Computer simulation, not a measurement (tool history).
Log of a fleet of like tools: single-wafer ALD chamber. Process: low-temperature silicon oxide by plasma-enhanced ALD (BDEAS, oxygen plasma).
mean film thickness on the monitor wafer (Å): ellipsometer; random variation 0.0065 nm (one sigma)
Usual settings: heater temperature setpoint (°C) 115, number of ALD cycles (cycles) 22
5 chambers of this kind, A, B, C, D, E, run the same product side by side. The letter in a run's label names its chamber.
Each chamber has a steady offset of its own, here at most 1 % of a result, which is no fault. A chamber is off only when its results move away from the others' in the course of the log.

| run | hour | heater temperature setpoint (°C) | number of ALD cycles (cycles) | read-back reference wafer on the same gauge, thickness_nm | mean film thickness on the monitor wafer (Å) |
|---|---|---|---|---|---|
| 1E | 3.6 | 115 | 22 | 3.0784 | 30.381 |
| 2A | 6.9 | 115 | 22 | 3.08 | 30.782 |
| 3B | 10.1 | 115 | 22 | 3.0799 | 30.346 |
| 4D | 16.8 | 115 | 22 | 3.0789 | 30.637 |
| 5C | 22 | 128 | 23 | 3.0808 | 31.189 |
| 6D | 25.9 | 128 | 23 | 3.0794 | 31.205 |
| 7A | 30.4 | 128 | 23 | 3.0817 | 31.265 |
| 8B | 34.4 | 128 | 23 | 3.0791 | 31.02 |
| 9C | 39.2 | 128 | 23 | 3.0796 | 31.132 |
| 10E | 43 | 115 | 22 | 3.0808 | 30.501 |
| 11B | 48.5 | 121 | 25 | 3.0803 | 34.063 |
| 12D | 51.4 | 121 | 25 | 3.0825 | 34.36 |
| 13C | 54.5 | 121 | 25 | 3.0798 | 34.378 |
| 14E | 58 | 121 | 25 | 3.0794 | 34.366 |
| 15A | 62.2 | 121 | 25 | 3.0819 | 34.447 |
| 16D | 68.4 | 115 | 22 | 3.0789 | 30.598 |
| 17A | 71.7 | 115 | 22 | 3.0798 | 30.728 |
| 18B | 75.3 | 115 | 22 | 3.0791 | 30.367 |
| 19E | 81.2 | 115 | 22 | 3.0785 | 30.552 |
| 20C | 84.8 | 115 | 22 | 3.0793 | 30.657 |
| 21D | 90.6 | 115 | 22 | 3.0797 | 30.566 |
| 22B | 95.2 | 115 | 22 | 3.0798 | 30.197 |
| 23C | 99.8 | 115 | 22 | 3.0806 | 30.624 |
| 24A | 105.4 | 115 | 22 | 3.081 | 30.723 |
| 25E | 108.4 | 122 | 18 | 3.0796 | 24.586 |
| 26B | 112.8 | 122 | 18 | 3.0806 | 24.337 |
| 27A | 117 | 122 | 18 | 3.0811 | 24.825 |
| 28D | 123.8 | 122 | 18 | 3.0791 | 24.796 |
| 29E | 129.4 | 122 | 18 | 3.0785 | 24.581 |
| 30C | 133.7 | 115 | 22 | 3.0791 | 30.7 |
| 31D | 136.8 | 115 | 22 | 3.08 | 30.601 |
| 32C | 142.3 | 115 | 22 | 3.0794 | 30.608 |
| 33B | 147.4 | 115 | 22 | 3.0805 | 30.239 |
| 34A | 153.6 | 115 | 22 | 3.0801 | 30.786 |
| 35E | 156.8 | 115 | 22 | 3.081 | 30.41 |
| 36D | 163.1 | 115 | 22 | 3.0793 | 30.539 |
| 37E | 168 | 115 | 22 | 3.0799 | 30.443 |
| 38B | 174.9 | 115 | 22 | 3.0813 | 30.301 |
| 39A | 178.4 | 115 | 22 | 3.0797 | 30.829 |
| 40C | 182.6 | 115 | 22 | 3.0804 | 30.67 |
| 41B | 189.1 | 115 | 22 | 3.0789 | 30.26 |
| 42A | 195.6 | 115 | 22 | 3.08 | 30.712 |

Next, every chamber runs the same settings. What will each give?
| 43A | 200.6 | 115 | 22 |  | ? |
| 43B | 200.6 | 115 | 22 |  | ? |
| 43C | 200.6 | 115 | 22 |  | ? |
| 43D | 200.6 | 115 | 22 |  | ? |
| 43E | 200.6 | 115 | 22 |  | ? |

| run | mean film thickness on the monitor wafer (Å) |
|---|---|
| 43A | 30.712 |
| 43B | 30.134 |
| 43C | 30.662 |
| 43D | 30.584 |
| 43E | 30.273 |

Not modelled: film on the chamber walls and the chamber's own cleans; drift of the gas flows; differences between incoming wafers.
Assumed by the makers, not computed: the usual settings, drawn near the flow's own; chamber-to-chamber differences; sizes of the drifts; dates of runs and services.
